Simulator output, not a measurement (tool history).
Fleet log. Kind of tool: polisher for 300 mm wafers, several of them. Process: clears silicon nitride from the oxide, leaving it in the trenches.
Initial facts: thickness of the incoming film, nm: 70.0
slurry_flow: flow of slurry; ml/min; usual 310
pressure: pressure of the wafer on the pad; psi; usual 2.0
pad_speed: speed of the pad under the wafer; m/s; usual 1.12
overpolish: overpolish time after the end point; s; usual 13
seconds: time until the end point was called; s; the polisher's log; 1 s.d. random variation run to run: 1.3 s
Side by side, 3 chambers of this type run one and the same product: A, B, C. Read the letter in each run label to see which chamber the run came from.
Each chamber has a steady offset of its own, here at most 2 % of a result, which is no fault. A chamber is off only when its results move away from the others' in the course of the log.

run	day	slurry_flow	pressure	pad_speed	overpolish	seconds
1A	0.579	310	2.0	1.12	13	93.222
2C	1.133	310	2.0	1.12	13	94.250
# day 1.267: chamber C: worn pad replaced by a new one
3B	1.462	310	2.0	1.12	13	96.475
# day 1.879: chamber B: slurry nozzle cleaned
4B	1.979	310	2.0	1.12	13	97.694
# day 2.408: chamber B: worn pad replaced by a new one
5A	2.562	310	2.0	1.12	13	94.144
6C	2.862	310	2.0	1.12	13	95.199
# day 3.217: chamber C: head pressure recalibrated
# day 3.246: chamber A: worn pad replaced by a new one
# day 3.271: chamber C: slurry nozzle cleaned
7C	3.525	310	1.7	1.12	10	112.280
8B	3.829	310	1.7	1.12	10	112.040
9A	4.308	310	1.7	1.12	10	111.780
10B	4.817	310	2.0	1.12	13	93.831
# day 5.333: chamber C: worn pad replaced by a new one
11C	5.454	310	2.0	1.12	13	95.544
12A	5.838	310	2.0	1.12	13	92.570
13A	6.258	220	2.0	1.12	13	98.143
14B	6.750	220	2.0	1.12	13	97.601
# day 7.138: chamber A: worn pad replaced by a new one
15C	7.179	220	2.0	1.12	13	99.358
# day 7.212: chamber B: worn pad replaced by a new one
16B	7.633	310	2.0	1.12	13	96.258
17A	8.192	310	2.0	1.12	13	91.481
18C	8.592	310	2.0	1.12	13	94.860
19B	9.150	310	2.0	1.12	13	97.022
20A	9.692	310	2.0	1.12	13	89.810
# day 9.983: chamber C: worn pad replaced by a new one
21C	10.142	310	2.0	1.12	13	94.877
22C	10.450	310	2.0	1.34	13	78.787
23A	11.025	310	2.0	1.34	13	75.184
# day 11.425: chamber B: worn pad replaced by a new one
24B	11.529	310	2.0	1.34	13	80.144
# day 11.617: chamber B: head pressure recalibrated
# day 11.858: chamber A: worn pad replaced by a new one
25C	11.950	310	2.0	1.12	13	96.511
26B	12.438	310	2.0	1.12	13	96.301
27A	12.833	310	2.0	1.12	13	88.641
28C	13.333	310	2.0	1.12	13	95.360
29B	13.696	310	2.0	1.12	13	95.280
# day 13.800: chamber C: worn pad replaced by a new one
30A	14.246	310	2.0	1.12	13	86.926
31B	14.933	310	2.0	1.12	13	94.414
# day 15.142: chamber B: worn pad replaced by a new one
32A	15.404	310	2.0	1.12	13	89.160
# day 15.733: chamber A: worn pad replaced by a new one
33C	16.062	310	2.0	1.12	13	95.723
# day 16.158: chamber A: slurry nozzle cleaned
34B	16.383	310	2.7	1.12	19	70.524
35C	16.917	310	2.7	1.12	19	70.272
36A	17.279	310	2.7	1.12	19	63.743
37A	17.867	310	2.0	1.12	13	88.243
# day 18.188: chamber C: worn pad replaced by a new one
# day 18.296: chamber C: slurry nozzle cleaned
38B	18.471	310	2.0	1.12	13	95.233
39C	18.817	310	2.0	1.12	13	96.458
40A	19.175	310	2.0	1.12	13	85.570
# day 19.338: chamber A: worn pad replaced by a new one
41C	19.738	310	2.0	1.12	7	97.406
# day 19.996: chamber B: worn pad replaced by a new one
42B	20.338	310	2.0	1.12	7	96.354
43C	20.812	310	2.0	1.12	7	96.702
44A	21.158	310	2.0	1.12	13	84.491

All chambers now run identical settings, listed one chamber a line with results as question marks. What results will each chamber show?
45A	21.654	255	2.0	1.12	13	?
45B	21.654	255	2.0	1.12	13	?
45C	21.654	255	2.0	1.12	13	?

run	seconds
45A	87.209
45B	95.508
45C	96.200

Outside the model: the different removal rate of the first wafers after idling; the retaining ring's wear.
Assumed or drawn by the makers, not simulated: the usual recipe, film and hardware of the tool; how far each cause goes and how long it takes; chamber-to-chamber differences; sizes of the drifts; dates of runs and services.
